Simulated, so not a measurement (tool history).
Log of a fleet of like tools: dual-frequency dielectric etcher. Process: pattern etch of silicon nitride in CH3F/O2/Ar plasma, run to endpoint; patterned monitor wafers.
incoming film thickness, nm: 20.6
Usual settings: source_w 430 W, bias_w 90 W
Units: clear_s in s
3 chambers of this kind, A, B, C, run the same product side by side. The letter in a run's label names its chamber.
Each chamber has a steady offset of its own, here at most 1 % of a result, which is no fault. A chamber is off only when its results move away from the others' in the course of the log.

run 1C hour=6.1 | source_w=430 bias_w=90 | clear_s=26.868
run 2B hour=12.4 | source_w=430 bias_w=90 | clear_s=26.442
run 3A hour=20.7 | source_w=430 bias_w=90 | clear_s=26.925
run 4C hour=29.3 | source_w=430 bias_w=90 | clear_s=26.763
run 5B hour=37 | source_w=430 bias_w=90 | clear_s=26.755
run 6A hour=46 | source_w=430 bias_w=90 | clear_s=27.218
run 7A hour=54.7 | source_w=430 bias_w=90 | clear_s=27.092
-- hour=54.8 chamber A: bias power generator calibrated
run 8C hour=63.4 | source_w=430 bias_w=90 | clear_s=27.04
run 9B hour=69.7 | source_w=430 bias_w=90 | clear_s=26.872
run 10A hour=76.3 | source_w=500 bias_w=111 | clear_s=23.819
run 11C hour=85.7 | source_w=500 bias_w=111 | clear_s=23.47
run 12B hour=90.1 | source_w=500 bias_w=111 | clear_s=23.475
run 13C hour=97.6 | source_w=430 bias_w=90 | clear_s=26.709
run 14A hour=105.7 | source_w=510 bias_w=103 | clear_s=24.058
run 15B hour=110.9 | source_w=510 bias_w=103 | clear_s=23.673
run 16B hour=115.5 | source_w=510 bias_w=103 | clear_s=23.92
run 17A hour=123.6 | source_w=480 bias_w=83 | clear_s=26.614
run 18C hour=129.8 | source_w=480 bias_w=83 | clear_s=26.534
run 19B hour=135.2 | source_w=480 bias_w=83 | clear_s=26.491
run 20A hour=142.9 | source_w=430 bias_w=90 | clear_s=26.914
run 21C hour=149.9 | source_w=430 bias_w=90 | clear_s=26.617
run 22A hour=155.8 | source_w=430 bias_w=90 | clear_s=27.188
run 23C hour=161.4 | source_w=320 bias_w=98 | clear_s=28.615
run 24B hour=168.6 | source_w=320 bias_w=98 | clear_s=28.925
run 25C hour=176.5 | source_w=320 bias_w=98 | clear_s=28.915
run 26B hour=184.6 | source_w=430 bias_w=90 | clear_s=26.614
run 27A hour=192.3 | source_w=430 bias_w=90 | clear_s=27.205
run 28A hour=198.9 | source_w=430 bias_w=90 | clear_s=27.258
run 29B hour=208 | source_w=430 bias_w=90 | clear_s=26.65
run 30C hour=212.7 | source_w=430 bias_w=90 | clear_s=26.75

Is one chamber off against the others, does the gauge drift, or is nothing wrong? If a chamber is off, say which, and what the likeliest cause is.

No chamber stands off beyond its own small offset, and the gauge holds steady.

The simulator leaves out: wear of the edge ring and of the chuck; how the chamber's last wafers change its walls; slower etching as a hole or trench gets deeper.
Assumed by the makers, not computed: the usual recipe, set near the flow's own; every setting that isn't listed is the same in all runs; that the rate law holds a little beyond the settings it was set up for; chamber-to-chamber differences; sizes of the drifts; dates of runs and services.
